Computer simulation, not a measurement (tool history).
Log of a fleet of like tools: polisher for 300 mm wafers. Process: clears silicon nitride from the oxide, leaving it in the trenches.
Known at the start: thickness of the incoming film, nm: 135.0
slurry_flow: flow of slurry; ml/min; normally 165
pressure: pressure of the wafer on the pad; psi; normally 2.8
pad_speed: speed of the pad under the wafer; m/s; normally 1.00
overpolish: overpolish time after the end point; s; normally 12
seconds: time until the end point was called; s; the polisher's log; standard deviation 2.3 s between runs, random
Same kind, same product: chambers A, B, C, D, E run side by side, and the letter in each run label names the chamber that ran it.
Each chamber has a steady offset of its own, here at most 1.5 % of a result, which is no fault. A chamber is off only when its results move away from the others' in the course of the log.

| run | day | slurry_flow | pressure | pad_speed | overpolish | seconds |
|---|---|---|---|---|---|---|
|  | 0.088 | chamber C: slurry nozzle cleaned |
| 1D | 0.217 | 165 | 2.8 | 1.00 | 12 | 157.32 |
| 2A | 0.388 | 165 | 2.8 | 1.00 | 12 | 160.34 |
|  | 0.617 | chamber C: head pressure recalibrated |
| 3B | 0.675 | 165 | 2.8 | 1.00 | 12 | 160.46 |
| 4E | 0.846 | 165 | 2.8 | 1.00 | 12 | 159.29 |
|  | 1.158 | chamber B: worn pad replaced by a new one |
| 5C | 1.175 | 165 | 2.8 | 1.00 | 12 | 159.87 |
| 6B | 1.462 | 165 | 2.8 | 1.00 | 12 | 156.84 |
| 7C | 1.733 | 165 | 2.8 | 1.00 | 12 | 158.88 |
| 8E | 2.033 | 165 | 2.8 | 1.00 | 12 | 161.62 |
| 9A | 2.362 | 165 | 2.8 | 1.00 | 12 | 161.88 |
| 10D | 2.688 | 165 | 2.8 | 1.00 | 12 | 156.44 |
|  | 2.696 | chamber C: worn pad replaced by a new one |
| 11C | 2.900 | 165 | 2.2 | 0.82 | 12 | 244.19 |
|  | 3.025 | chamber B: head pressure recalibrated |
| 12E | 3.112 | 165 | 2.2 | 0.82 | 12 | 247.56 |
| 13D | 3.400 | 165 | 2.2 | 0.82 | 12 | 244.04 |
| 14A | 3.608 | 165 | 2.2 | 0.82 | 12 | 251.68 |
| 15B | 3.779 | 165 | 2.2 | 0.82 | 12 | 238.80 |
| 16A | 4.108 | 165 | 2.8 | 1.00 | 12 | 158.42 |
| 17E | 4.279 | 165 | 2.8 | 1.00 | 12 | 161.78 |
|  | 4.579 | chamber E: worn pad replaced by a new one |
| 18D | 4.596 | 165 | 2.8 | 1.00 | 12 | 158.36 |
| 19C | 4.854 | 165 | 3.8 | 1.00 | 12 | 118.81 |
| 20B | 5.046 | 165 | 3.8 | 1.00 | 12 | 116.32 |
| 21A | 5.388 | 165 | 3.8 | 1.00 | 12 | 122.41 |
| 22B | 5.642 | 165 | 3.8 | 1.00 | 12 | 114.59 |
| 23E | 5.800 | 165 | 3.8 | 1.00 | 12 | 116.24 |
|  | 5.908 | chamber D: worn pad replaced by a new one |
| 24C | 5.967 | 165 | 2.8 | 1.00 | 12 | 160.40 |
| 25D | 6.296 | 165 | 2.8 | 1.00 | 12 | 157.03 |
| 26A | 6.617 | 165 | 2.8 | 1.00 | 12 | 163.36 |
| 27B | 6.858 | 165 | 2.8 | 1.00 | 12 | 158.23 |
| 28D | 7.138 | 165 | 2.8 | 1.00 | 12 | 159.30 |
| 29E | 7.304 | 165 | 3.5 | 1.00 | 15 | 130.28 |
| 30C | 7.567 | 165 | 3.5 | 1.00 | 15 | 127.99 |
| 31D | 7.729 | 165 | 3.5 | 1.00 | 15 | 129.81 |
|  | 7.792 | chamber E: head pressure recalibrated |
| 32E | 7.938 | 165 | 3.5 | 1.00 | 15 | 128.03 |

All chambers now run identical settings, listed one chamber a line with results as question marks. What results will each chamber show?
| 33A | 8.183 | 165 | 2.8 | 1.00 | 12 | ? |
| 33B | 8.183 | 165 | 2.8 | 1.00 | 12 | ? |
| 33C | 8.183 | 165 | 2.8 | 1.00 | 12 | ? |
| 33D | 8.183 | 165 | 2.8 | 1.00 | 12 | ? |
| 33E | 8.183 | 165 | 2.8 | 1.00 | 12 | ? |

| run | seconds |
|---|---|
| 33A | 160.43 |
| 33B | 156.24 |
| 33C | 161.48 |
| 33D | 162.27 |
| 33E | 158.36 |
